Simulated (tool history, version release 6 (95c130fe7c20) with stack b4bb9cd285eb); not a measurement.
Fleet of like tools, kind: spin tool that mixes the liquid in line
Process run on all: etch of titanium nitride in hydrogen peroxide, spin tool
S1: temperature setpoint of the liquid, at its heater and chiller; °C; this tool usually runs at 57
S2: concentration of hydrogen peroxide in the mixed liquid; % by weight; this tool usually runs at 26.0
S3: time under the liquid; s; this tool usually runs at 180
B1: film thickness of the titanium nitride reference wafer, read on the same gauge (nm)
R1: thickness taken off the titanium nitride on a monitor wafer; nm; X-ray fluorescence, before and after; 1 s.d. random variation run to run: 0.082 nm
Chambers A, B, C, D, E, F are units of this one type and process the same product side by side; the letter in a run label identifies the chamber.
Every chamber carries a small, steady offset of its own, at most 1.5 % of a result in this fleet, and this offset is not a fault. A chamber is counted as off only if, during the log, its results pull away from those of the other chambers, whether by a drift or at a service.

{"run": "1B", "hour": 14.1, "S1": 57, "S2": 26.0, "S3": 180, "B1": 90.004, "R1": 13.254}
{"run": "2A", "hour": 24.6, "S1": 57, "S2": 26.0, "S3": 180, "B1": 90.023, "R1": 13.355}
{"run": "3F", "hour": 34.6, "S1": 57, "S2": 26.0, "S3": 180, "B1": 89.987, "R1": 13.246}
{"run": "4D", "hour": 44.7, "S1": 57, "S2": 26.0, "S3": 180, "B1": 90.014, "R1": 13.456}
{"run": "5C", "hour": 56.7, "S1": 57, "S2": 26.0, "S3": 180, "B1": 89.998, "R1": 13.062}
{"hour": 63.2, "done": "chamber C: new drum of peroxide connected"}
{"run": "6E", "hour": 64.3, "S1": 57, "S2": 26.0, "S3": 180, "B1": 90.012, "R1": 13.266}
{"run": "7E", "hour": 78.7, "S1": 57, "S2": 26.0, "S3": 180, "B1": 90.014, "R1": 13.222}
{"run": "8C", "hour": 91.1, "S1": 57, "S2": 26.0, "S3": 180, "B1": 90.009, "R1": 13.199}
{"hour": 92.3, "done": "chamber F: new drum of peroxide connected"}
{"run": "9A", "hour": 105.2, "S1": 57, "S2": 26.0, "S3": 180, "B1": 89.996, "R1": 13.42}
{"run": "10B", "hour": 116.2, "S1": 57, "S2": 26.0, "S3": 180, "B1": 89.988, "R1": 13.347}
{"hour": 129.4, "done": "chamber E: thermometer replaced"}
{"run": "11F", "hour": 130.2, "S1": 57, "S2": 26.0, "S3": 180, "B1": 89.995, "R1": 13.151}
{"run": "12D", "hour": 140.2, "S1": 57, "S2": 26.0, "S3": 70, "B1": 90.016, "R1": 5.1684}
{"hour": 147.6, "done": "chamber D: new drum of peroxide connected"}
{"run": "13A", "hour": 152.8, "S1": 57, "S2": 26.0, "S3": 70, "B1": 90.006, "R1": 5.1754}
{"run": "14E", "hour": 165.8, "S1": 57, "S2": 26.0, "S3": 70, "B1": 89.997, "R1": 5.1278}
{"run": "15F", "hour": 177.0, "S1": 57, "S2": 26.0, "S3": 70, "B1": 90.018, "R1": 5.1464}
{"run": "16D", "hour": 189.2, "S1": 57, "S2": 26.0, "S3": 70, "B1": 90.004, "R1": 5.1844}
{"hour": 189.8, "done": "chamber F: heated supply line repaired"}
{"run": "17B", "hour": 200.5, "S1": 57, "S2": 26.0, "S3": 70, "B1": 89.98, "R1": 5.1087}
{"run": "18C", "hour": 209.0, "S1": 57, "S2": 26.0, "S3": 180, "B1": 90.01, "R1": 13.061}
{"run": "19E", "hour": 219.6, "S1": 57, "S2": 26.0, "S3": 180, "B1": 89.976, "R1": 13.072}
{"run": "20A", "hour": 230.9, "S1": 57, "S2": 26.0, "S3": 180, "B1": 89.992, "R1": 13.519}
{"run": "21B", "hour": 242.7, "S1": 57, "S2": 26.0, "S3": 180, "B1": 90.014, "R1": 13.326}
{"run": "22F", "hour": 256.0, "S1": 57, "S2": 26.0, "S3": 180, "B1": 89.981, "R1": 13.19}
{"run": "23C", "hour": 268.3, "S1": 57, "S2": 26.0, "S3": 180, "B1": 90.014, "R1": 13.182}
{"run": "24D", "hour": 277.7, "S1": 57, "S2": 22.5, "S3": 145, "B1": 89.974, "R1": 10.278}
{"run": "25C", "hour": 292.3, "S1": 57, "S2": 22.5, "S3": 145, "B1": 89.989, "R1": 10.158}
{"run": "26E", "hour": 304.5, "S1": 57, "S2": 22.5, "S3": 145, "B1": 89.969, "R1": 10.259}
{"run": "27A", "hour": 318.9, "S1": 57, "S2": 22.5, "S3": 145, "B1": 89.995, "R1": 10.337}
{"run": "28D", "hour": 328.4, "S1": 57, "S2": 22.5, "S3": 145, "B1": 89.993, "R1": 10.082}
{"hour": 333.5, "done": "chamber A: new drum of peroxide connected"}
{"run": "29B", "hour": 339.9, "S1": 57, "S2": 22.5, "S3": 145, "B1": 89.991, "R1": 10.279}
{"run": "30F", "hour": 353.5, "S1": 57, "S2": 26.0, "S3": 180, "B1": 89.988, "R1": 13.171}
{"run": "31A", "hour": 360.7, "S1": 57, "S2": 26.0, "S3": 180, "B1": 90.005, "R1": 13.333}
{"run": "32E", "hour": 367.4, "S1": 57, "S2": 26.0, "S3": 180, "B1": 90.018, "R1": 13.333}
{"run": "33C", "hour": 382.0, "S1": 57, "S2": 26.0, "S3": 180, "B1": 90.012, "R1": 13.288}
{"run": "34F", "hour": 395.7, "S1": 57, "S2": 26.0, "S3": 180, "B1": 89.983, "R1": 13.149}
{"run": "35B", "hour": 402.6, "S1": 57, "S2": 26.0, "S3": 105, "B1": 89.992, "R1": 7.7219}
{"run": "36D", "hour": 412.4, "S1": 57, "S2": 26.0, "S3": 105, "B1": 89.998, "R1": 7.3239}
{"run": "37C", "hour": 420.2, "S1": 57, "S2": 26.0, "S3": 105, "B1": 89.987, "R1": 7.7054}
{"hour": 429.1, "done": "chamber F: thermometer replaced"}
{"hour": 431.6, "done": "chamber F: new drum of peroxide connected"}
{"run": "38F", "hour": 432.6, "S1": 57, "S2": 26.0, "S3": 105, "B1": 89.995, "R1": 7.6783}
{"run": "39B", "hour": 440.3, "S1": 57, "S2": 26.0, "S3": 105, "B1": 89.982, "R1": 7.7911}
{"run": "40A", "hour": 450.8, "S1": 57, "S2": 26.0, "S3": 105, "B1": 90.001, "R1": 7.8359}

What goes on in this fleet: one chamber off, a drifting gauge, or nothing beyond the chambers' own small offsets? Name the chamber and the cause, if any.

Chamber D drifts away from the others.
Cause: temperature lost on the way to the wafer (K) = 1.03.
The log might look much the same if the cause were instead: liquid colder than its thermometer reads (K).

Chamber D could run next with any of the 4 candidate recipes listed below; each alters the usual settings, and their results appear as question marks. Which one brings its results back in line with what the other chambers deliver on the usual settings?
In-line tolerance around the mean of the other chambers on the usual settings: R1 0.2900 nm
{"run": "41D-1", "hour": 461.4, "S1": 57.5, "S2": 26.0, "S3": 185, "R1": "?"}
{"run": "41D-2", "hour": 461.4, "S1": 56.5, "S2": 26.0, "S3": 175, "R1": "?"}
{"run": "41D-3", "hour": 461.4, "S1": 57.0, "S2": 26.0, "S3": 175, "R1": "?"}
{"run": "41D-4", "hour": 461.4, "S1": 57.0, "S2": 26.0, "S3": 185, "R1": "?"}

Average result of the remaining chambers running the usual settings: R1 13.2550 nm
run=41D-1 R1=13.2580
run=41D-2 R1=11.7060
run=41D-3 R1=12.1130
run=41D-4 R1=12.8050
41D-1 brings the chamber back in line.
